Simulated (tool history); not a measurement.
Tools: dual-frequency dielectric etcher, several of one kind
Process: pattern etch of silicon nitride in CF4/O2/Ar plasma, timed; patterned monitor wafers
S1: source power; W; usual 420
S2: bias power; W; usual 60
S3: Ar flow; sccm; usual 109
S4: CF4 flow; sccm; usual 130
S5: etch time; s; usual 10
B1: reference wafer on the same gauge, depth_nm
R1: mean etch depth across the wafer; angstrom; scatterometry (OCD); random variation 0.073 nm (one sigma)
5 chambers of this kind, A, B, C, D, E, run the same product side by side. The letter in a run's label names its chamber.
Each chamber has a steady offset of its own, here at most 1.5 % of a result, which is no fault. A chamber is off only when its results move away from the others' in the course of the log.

run,hour,S1,S2,S3,S4,S5,B1,R1
1C,2.2,420,60,109,130,10,19.091,178.95
2D,5.4,420,60,109,130,10,19.092,181.76
# hour 7.5: chamber C: bias power generator calibrated
3A,8.8,420,60,109,130,10,19.090,175.83
4E,11.4,420,60,109,130,10,19.122,178.72
5B,14.0,420,60,109,130,10,19.098,179.51
6C,16.6,420,60,109,130,10,19.096,179.08
7E,19.8,420,60,109,158,10,19.113,181.90
8B,23.5,420,60,109,158,10,19.104,182.68
9A,26.1,420,60,109,158,10,19.081,180.76
# hour 26.5: chamber D: wet clean of the chamber
10D,28.5,420,60,109,158,10,19.103,184.13
11B,32.0,420,60,109,158,10,19.095,183.57
12D,34.5,420,60,109,130,10,19.103,179.17
13A,36.8,420,60,109,130,8,19.101,140.95
14C,40.1,420,60,109,130,8,19.083,143.54
15E,42.3,420,60,109,130,8,19.114,141.54
16C,45.2,420,60,109,130,8,19.091,142.67
17B,48.6,420,60,109,130,8,19.086,142.78
18D,53.1,420,60,109,140,10,19.114,183.32
19E,55.9,420,60,109,140,10,19.109,179.50
20A,59.2,420,60,109,140,10,19.105,177.01
21D,63.9,420,60,109,140,10,19.116,182.87
22A,67.0,420,60,109,140,10,19.094,177.39
23B,71.0,420,60,109,130,10,19.092,178.10
24C,74.4,420,60,109,130,10,19.085,179.48
25E,76.8,420,60,109,130,10,19.109,178.52
# hour 77.5: chamber B: bias power generator calibrated
26C,79.8,420,60,109,130,10,19.111,180.00
27E,83.4,420,60,109,130,10,19.085,178.56
# hour 86.7: chamber D: source power generator calibrated
28B,88.1,420,60,109,130,10,19.101,180.15
29D,91.5,420,60,109,130,10,19.109,180.58
30A,93.9,420,48,109,130,10,19.097,161.64
31B,97.8,420,48,109,130,10,19.100,163.95
32C,100.4,420,48,109,130,10,19.099,164.65
33E,105.3,420,48,109,130,10,19.082,164.29

Is one chamber off against the others, does the gauge drift, or is nothing wrong? If a chamber is off, say which, and what the likeliest cause is.

No chamber stands off beyond its own small offset, and the gauge holds steady.

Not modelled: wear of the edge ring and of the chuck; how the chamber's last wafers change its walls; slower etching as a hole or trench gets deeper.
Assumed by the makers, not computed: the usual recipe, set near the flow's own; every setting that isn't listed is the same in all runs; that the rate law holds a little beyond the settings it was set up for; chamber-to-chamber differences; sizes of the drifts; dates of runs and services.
